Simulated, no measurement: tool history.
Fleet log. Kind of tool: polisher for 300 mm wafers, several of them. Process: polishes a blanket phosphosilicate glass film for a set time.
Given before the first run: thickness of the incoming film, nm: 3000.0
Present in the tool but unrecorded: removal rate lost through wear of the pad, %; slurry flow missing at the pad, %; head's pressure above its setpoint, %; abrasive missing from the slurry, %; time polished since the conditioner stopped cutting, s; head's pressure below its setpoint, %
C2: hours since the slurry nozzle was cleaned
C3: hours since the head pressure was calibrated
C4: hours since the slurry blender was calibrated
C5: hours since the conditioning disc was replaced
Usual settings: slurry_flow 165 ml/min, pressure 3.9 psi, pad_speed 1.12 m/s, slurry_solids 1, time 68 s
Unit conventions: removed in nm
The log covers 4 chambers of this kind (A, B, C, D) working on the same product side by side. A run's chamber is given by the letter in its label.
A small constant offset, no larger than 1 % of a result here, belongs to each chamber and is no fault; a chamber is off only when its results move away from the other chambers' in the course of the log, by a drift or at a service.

{"run": "1B", "hour": 7.5, "slurry_flow": 165, "pressure": 3.9, "pad_speed": 1.12, "slurry_solids": 1, "time": 68, "wafers polished on this pad": 768, "C2": 98.2, "C3": 479, "C4": 288.3, "C5": 278.5, "removed": 774.82}
{"hour": 9.5, "done": "chamber B: conditioning disc replaced and pad reconditioned"}
{"run": "2D", "hour": 12.6, "slurry_flow": 165, "pressure": 3.9, "pad_speed": 1.12, "slurry_solids": 1, "time": 68, "wafers polished on this pad": 790, "C2": 184.4, "C3": 523.8, "C4": 72.3, "C5": 35.4, "removed": 769.19}
{"hour": 12.7, "done": "chamber D: worn pad replaced by a new one"}
{"hour": 16.2, "done": "chamber B: slurry blender recalibrated"}
{"run": "3A", "hour": 17.8, "slurry_flow": 165, "pressure": 3.9, "pad_speed": 1.12, "slurry_solids": 1, "time": 68, "wafers polished on this pad": 286, "C2": 254.3, "C3": 176, "C4": 161.1, "C5": 68.6, "removed": 758.51}
{"hour": 19.6, "done": "chamber C: slurry blender recalibrated"}
{"hour": 21.7, "done": "chamber A: slurry nozzle cleaned"}
{"run": "4C", "hour": 23.3, "slurry_flow": 165, "pressure": 3.9, "pad_speed": 1.12, "slurry_solids": 1, "time": 68, "wafers polished on this pad": 460, "C2": 523.5, "C3": 795.5, "C4": 3.8, "C5": 58, "removed": 764.35}
{"run": "5A", "hour": 29.0, "slurry_flow": 165, "pressure": 3.9, "pad_speed": 1.12, "slurry_solids": 1, "time": 68, "wafers polished on this pad": 399, "C2": 7.3, "C3": 187.2, "C4": 172.3, "C5": 79.8, "removed": 765.2}
{"hour": 31.8, "done": "chamber A: slurry blender recalibrated"}
{"run": "6B", "hour": 36.8, "slurry_flow": 165, "pressure": 3.9, "pad_speed": 1.12, "slurry_solids": 1, "time": 68, "wafers polished on this pad": 1064, "C2": 127.5, "C3": 508.3, "C4": 20.6, "C5": 27.4, "removed": 773.63}
{"run": "7C", "hour": 41.6, "slurry_flow": 165, "pressure": 3.9, "pad_speed": 1.12, "slurry_solids": 1, "time": 68, "wafers polished on this pad": 644, "C2": 541.8, "C3": 813.8, "C4": 22.1, "C5": 76.3, "removed": 764.52}
{"hour": 41.9, "done": "chamber A: worn pad replaced by a new one"}
{"run": "8D", "hour": 50.4, "slurry_flow": 165, "pressure": 3.9, "pad_speed": 1.12, "slurry_solids": 1, "time": 68, "wafers polished on this pad": 380, "C2": 222.2, "C3": 561.6, "C4": 110.1, "C5": 73.2, "removed": 759.65}
{"hour": 53.2, "done": "chamber C: slurry nozzle cleaned"}
{"hour": 56.0, "done": "chamber C: worn pad replaced by a new one"}
{"run": "9D", "hour": 60.7, "slurry_flow": 165, "pressure": 3.9, "pad_speed": 1.12, "slurry_solids": 1, "time": 68, "wafers polished on this pad": 483, "C2": 232.5, "C3": 571.9, "C4": 120.4, "C5": 83.5, "removed": 753.55}
{"hour": 67.2, "done": "chamber B: worn pad replaced by a new one"}
{"run": "10A", "hour": 68.0, "slurry_flow": 165, "pressure": 3.9, "pad_speed": 1.12, "slurry_solids": 1, "time": 68, "wafers polished on this pad": 262, "C2": 46.3, "C3": 226.2, "C4": 36.2, "C5": 118.8, "removed": 789.03}
{"run": "11C", "hour": 73.7, "slurry_flow": 165, "pressure": 4.8, "pad_speed": 1.12, "slurry_solids": 1, "time": 68, "wafers polished on this pad": 178, "C2": 20.6, "C3": 845.9, "C4": 54.2, "C5": 108.4, "removed": 956.76}
{"hour": 76.3, "done": "chamber D: slurry nozzle cleaned"}
{"hour": 82.1, "done": "chamber D: worn pad replaced by a new one"}
{"run": "12B", "hour": 83.4, "slurry_flow": 165, "pressure": 4.8, "pad_speed": 1.12, "slurry_solids": 1, "time": 68, "wafers polished on this pad": 163, "C2": 174.1, "C3": 554.9, "C4": 67.2, "C5": 74, "removed": 958.77}
{"hour": 90.2, "done": "chamber C: conditioning disc replaced and pad reconditioned"}
{"hour": 93.4, "done": "chamber D: slurry blender recalibrated"}
{"hour": 93.9, "done": "chamber A: worn pad replaced by a new one"}
{"run": "13D", "hour": 94.1, "slurry_flow": 165, "pressure": 4.8, "pad_speed": 1.12, "slurry_solids": 1, "time": 68, "wafers polished on this pad": 121, "C2": 17.9, "C3": 605.3, "C4": 0.8, "C5": 116.9, "removed": 943.82}
{"run": "14C", "hour": 102.0, "slurry_flow": 165, "pressure": 4.8, "pad_speed": 1.12, "slurry_solids": 1, "time": 68, "wafers polished on this pad": 463, "C2": 48.9, "C3": 874.2, "C4": 82.5, "C5": 11.8, "removed": 936.52}
{"hour": 103.4, "done": "chamber D: head pressure recalibrated"}
{"run": "15A", "hour": 107.6, "slurry_flow": 165, "pressure": 3.9, "pad_speed": 1.12, "slurry_solids": 1, "time": 68, "wafers polished on this pad": 139, "C2": 85.9, "C3": 265.8, "C4": 75.8, "C5": 158.4, "removed": 769.74}
{"run": "16B", "hour": 113.0, "slurry_flow": 165, "pressure": 3.9, "pad_speed": 1.12, "slurry_solids": 1, "time": 68, "wafers polished on this pad": 462, "C2": 203.7, "C3": 584.5, "C4": 96.8, "C5": 103.6, "removed": 762.03}
{"run": "17C", "hour": 122.0, "slurry_flow": 165, "pressure": 3.9, "pad_speed": 1.12, "slurry_solids": 1, "time": 68, "wafers polished on this pad": 665, "C2": 68.9, "C3": 894.2, "C4": 102.5, "C5": 31.8, "removed": 752.42}
{"hour": 123.8, "done": "chamber D: conditioning disc replaced and pad reconditioned"}
{"hour": 126.4, "done": "chamber C: head pressure recalibrated"}
{"hour": 130.6, "done": "chamber B: head pressure recalibrated"}
{"run": "18D", "hour": 131.2, "slurry_flow": 165, "pressure": 3.9, "pad_speed": 1.12, "slurry_solids": 1, "time": 68, "wafers polished on this pad": 495, "C2": 55, "C3": 27.8, "C4": 37.9, "C5": 7.5, "removed": 818.68}
{"hour": 135.7, "done": "chamber C: worn pad replaced by a new one"}
{"run": "19A", "hour": 139.2, "slurry_flow": 165, "pressure": 3.9, "pad_speed": 1.12, "slurry_solids": 1, "time": 68, "wafers polished on this pad": 457, "C2": 117.5, "C3": 297.4, "C4": 107.4, "C5": 190, "removed": 762.88}
{"run": "20B", "hour": 147.8, "slurry_flow": 165, "pressure": 4.4, "pad_speed": 1.12, "slurry_solids": 1, "time": 45, "wafers polished on this pad": 812, "C2": 238.5, "C3": 17.3, "C4": 131.6, "C5": 138.4, "removed": 581.61}
{"hour": 148.8, "done": "chamber A: worn pad replaced by a new one"}
{"hour": 155.0, "done": "chamber D: worn pad replaced by a new one"}
{"run": "21D", "hour": 155.5, "slurry_flow": 165, "pressure": 4.4, "pad_speed": 1.12, "slurry_solids": 1, "time": 45, "wafers polished on this pad": 5, "C2": 79.3, "C3": 52.1, "C4": 62.2, "C5": 31.8, "removed": 608.1}
{"run": "22B", "hour": 161.0, "slurry_flow": 165, "pressure": 4.4, "pad_speed": 1.12, "slurry_solids": 1, "time": 45, "wafers polished on this pad": 945, "C2": 251.7, "C3": 30.5, "C4": 144.8, "C5": 151.6, "removed": 574.25}
{"run": "23A", "hour": 169.1, "slurry_flow": 165, "pressure": 4.4, "pad_speed": 1.12, "slurry_solids": 1, "time": 45, "wafers polished on this pad": 204, "C2": 147.4, "C3": 327.3, "C4": 137.3, "C5": 219.9, "removed": 583.25}
{"hour": 176.5, "done": "chamber C: slurry blender recalibrated"}
{"run": "24C", "hour": 176.8, "slurry_flow": 165, "pressure": 3.9, "pad_speed": 1.12, "slurry_solids": 1, "time": 68, "wafers polished on this pad": 414, "C2": 123.7, "C3": 50.4, "C4": 0.3, "C5": 86.6, "removed": 772.65}
{"run": "25D", "hour": 181.4, "slurry_flow": 165, "pressure": 3.9, "pad_speed": 1.12, "slurry_solids": 1, "time": 68, "wafers polished on this pad": 266, "C2": 105.2, "C3": 78, "C4": 88.1, "C5": 57.7, "removed": 814.46}
{"run": "26B", "hour": 186.9, "slurry_flow": 165, "pressure": 3.9, "pad_speed": 1.12, "slurry_solids": 1, "time": 68, "wafers polished on this pad": 1206, "C2": 277.6, "C3": 56.4, "C4": 170.7, "C5": 177.5, "removed": 777.18}
{"run": "27A", "hour": 192.4, "slurry_flow": 165, "pressure": 3.9, "pad_speed": 1.12, "slurry_solids": 1, "time": 68, "wafers polished on this pad": 439, "C2": 170.7, "C3": 350.6, "C4": 160.6, "C5": 243.2, "removed": 776.86}
{"run": "28C", "hour": 197.7, "slurry_flow": 165, "pressure": 3.9, "pad_speed": 1.12, "slurry_solids": 1, "time": 68, "wafers polished on this pad": 625, "C2": 144.6, "C3": 71.3, "C4": 21.2, "C5": 107.5, "removed": 759.8}
{"run": "29B", "hour": 207.2, "slurry_flow": 165, "pressure": 3.9, "pad_speed": 0.98, "slurry_solids": 1.15, "time": 68, "wafers polished on this pad": 1411, "C2": 297.9, "C3": 76.7, "C4": 191, "C5": 197.8, "removed": 732.38}
{"run": "30C", "hour": 216.1, "slurry_flow": 165, "pressure": 3.9, "pad_speed": 0.98, "slurry_solids": 1.15, "time": 68, "wafers polished on this pad": 810, "C2": 163, "C3": 89.7, "C4": 39.6, "C5": 125.9, "removed": 726.14}

One chamber off, gauge drift, or nothing amiss beyond the chambers' own small offsets? If it is a chamber, which one, and what is the likeliest cause?

A service on chamber D put it out of line with the rest.
Cause: head's pressure above its setpoint, % = 7.03.

Below are 4 candidate recipes for chamber D's next run, each the usual settings with a change, their results shown as question marks. Which of them brings D's results back in line with what the other chambers give on the usual settings?
Allowed miss from the other chambers' usual-settings mean, per result, to count as in line: removed 26 nm
{"run": "31D-1", "hour": 223.7, "slurry_flow": 165, "pressure": 3.6, "pad_speed": 1.12, "slurry_solids": 1, "time": 64, "removed": "?"}
{"run": "31D-2", "hour": 223.7, "slurry_flow": 165, "pressure": 3.9, "pad_speed": 1.16, "slurry_solids": 1, "time": 71, "removed": "?"}
{"run": "31D-3", "hour": 223.7, "slurry_flow": 165, "pressure": 3.8, "pad_speed": 1.12, "slurry_solids": 1, "time": 66, "removed": "?"}
{"run": "31D-4", "hour": 223.7, "slurry_flow": 165, "pressure": 3.9, "pad_speed": 1.3, "slurry_solids": 1, "time": 68, "removed": "?"}

Other chambers, usual settings, mean: removed 767.71 nm
run=31D-1 removed=711.17
run=31D-2 removed=879.87
run=31D-3 removed=774.72
run=31D-4 removed=922.7
With 31D-3, the chamber falls back in line with the rest.
